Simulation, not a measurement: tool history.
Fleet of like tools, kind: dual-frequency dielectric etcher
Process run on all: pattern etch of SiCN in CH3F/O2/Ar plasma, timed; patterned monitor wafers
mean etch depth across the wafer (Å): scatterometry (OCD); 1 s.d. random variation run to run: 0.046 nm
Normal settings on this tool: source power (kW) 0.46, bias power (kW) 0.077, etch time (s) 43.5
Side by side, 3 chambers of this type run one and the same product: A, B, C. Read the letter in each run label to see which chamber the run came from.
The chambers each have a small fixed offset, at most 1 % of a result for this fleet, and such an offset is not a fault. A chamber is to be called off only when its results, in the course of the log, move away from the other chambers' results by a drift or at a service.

| run | hour | source power (kW) | bias power (kW) | etch time (s) | read-back reference wafer on the same gauge, depth_nm | mean etch depth across the wafer (Å) |
|---|---|---|---|---|---|---|
| 1A | 11.1 | 0.46 | 0.077 | 43.5 | 16.705 | 177.02 |
|  | 19.5 | chamber B: wet clean of the chamber |
| 2B | 21.7 | 0.46 | 0.077 | 43.5 | 16.695 | 177.51 |
| 3C | 35.5 | 0.46 | 0.077 | 43.5 | 16.709 | 174.63 |
| 4A | 48.3 | 0.46 | 0.077 | 43.5 | 16.682 | 176.04 |
| 5B | 55.9 | 0.46 | 0.077 | 43.5 | 16.703 | 176.94 |
| 6C | 65.3 | 0.46 | 0.077 | 43.5 | 16.701 | 174.38 |
| 7B | 75.9 | 0.46 | 0.077 | 43.5 | 16.7 | 177.17 |
| 8C | 88.5 | 0.46 | 0.077 | 43.5 | 16.703 | 174.18 |
| 9A | 102.8 | 0.52 | 0.077 | 43.5 | 16.697 | 185.7 |
| 10B | 113.4 | 0.52 | 0.077 | 43.5 | 16.693 | 185.37 |
| 11A | 127 | 0.52 | 0.077 | 43.5 | 16.702 | 183.72 |
| 12C | 138.3 | 0.46 | 0.077 | 43.5 | 16.701 | 174.37 |
| 13C | 153.2 | 0.38 | 0.077 | 31.5 | 16.703 | 117.23 |
| 14B | 165.4 | 0.38 | 0.077 | 31.5 | 16.687 | 119.14 |
| 15A | 172.9 | 0.38 | 0.077 | 31.5 | 16.701 | 119.1 |
|  | 174.9 | chamber C: wet clean of the chamber |
| 16C | 180.4 | 0.46 | 0.077 | 43.5 | 16.704 | 173.87 |
| 17A | 191 | 0.46 | 0.077 | 43.5 | 16.706 | 177.3 |
| 18B | 200.9 | 0.46 | 0.077 | 43.5 | 16.709 | 177.15 |
| 19A | 210.4 | 0.46 | 0.077 | 43.5 | 16.703 | 176.57 |
| 20C | 219.9 | 0.35 | 0.077 | 43.5 | 16.695 | 157.54 |
| 21B | 234.1 | 0.35 | 0.077 | 43.5 | 16.694 | 159.96 |
| 22C | 249.6 | 0.35 | 0.077 | 43.5 | 16.711 | 157.68 |
| 23B | 260.8 | 0.46 | 0.077 | 43.5 | 16.7 | 177.09 |
| 24A | 272.2 | 0.46 | 0.077 | 43.5 | 16.709 | 175.95 |
| 25A | 286 | 0.46 | 0.077 | 43.5 | 16.704 | 176.53 |
| 26B | 298.6 | 0.46 | 0.06 | 33 | 16.7 | 123.57 |
| 27C | 311.2 | 0.46 | 0.06 | 33 | 16.703 | 121.31 |
| 28A | 318.7 | 0.46 | 0.06 | 33 | 16.694 | 122.53 |
| 29C | 329.3 | 0.46 | 0.077 | 43.5 | 16.7 | 174.69 |
|  | 330.1 | chamber C: source power generator calibrated |
| 30B | 342.3 | 0.46 | 0.077 | 43.5 | 16.704 | 176.18 |
| 31C | 354.3 | 0.46 | 0.077 | 43.5 | 16.688 | 174.58 |
| 32A | 361.3 | 0.46 | 0.062 | 51 | 16.697 | 191.86 |
| 33B | 369.6 | 0.46 | 0.062 | 51 | 16.698 | 192.37 |
| 34B | 383.5 | 0.46 | 0.062 | 51 | 16.705 | 192.17 |
| 35A | 395.3 | 0.46 | 0.077 | 43.5 | 16.697 | 176.78 |
| 36C | 408.5 | 0.42 | 0.071 | 43.5 | 16.709 | 164 |
| 37B | 416.5 | 0.42 | 0.071 | 43.5 | 16.693 | 165.98 |
| 38A | 424.3 | 0.42 | 0.071 | 43.5 | 16.701 | 166.21 |
| 39C | 438.9 | 0.46 | 0.077 | 43.5 | 16.702 | 174.76 |
| 40C | 452.1 | 0.46 | 0.077 | 43.5 | 16.698 | 174.22 |
| 41B | 459.7 | 0.46 | 0.077 | 43.5 | 16.699 | 176.81 |
| 42A | 467.5 | 0.46 | 0.077 | 43.5 | 16.696 | 176.91 |

All chambers now run identical settings, listed one chamber a line with results as question marks. What results will each chamber show?
| 43A | 479 | 0.46 | 0.077 | 43.5 |  | ? |
| 43B | 479 | 0.46 | 0.077 | 43.5 |  | ? |
| 43C | 479 | 0.46 | 0.077 | 43.5 |  | ? |

| run | mean etch depth across the wafer (Å) |
|---|---|
| 43A | 176.09 |
| 43B | 176.41 |
| 43C | 174.62 |
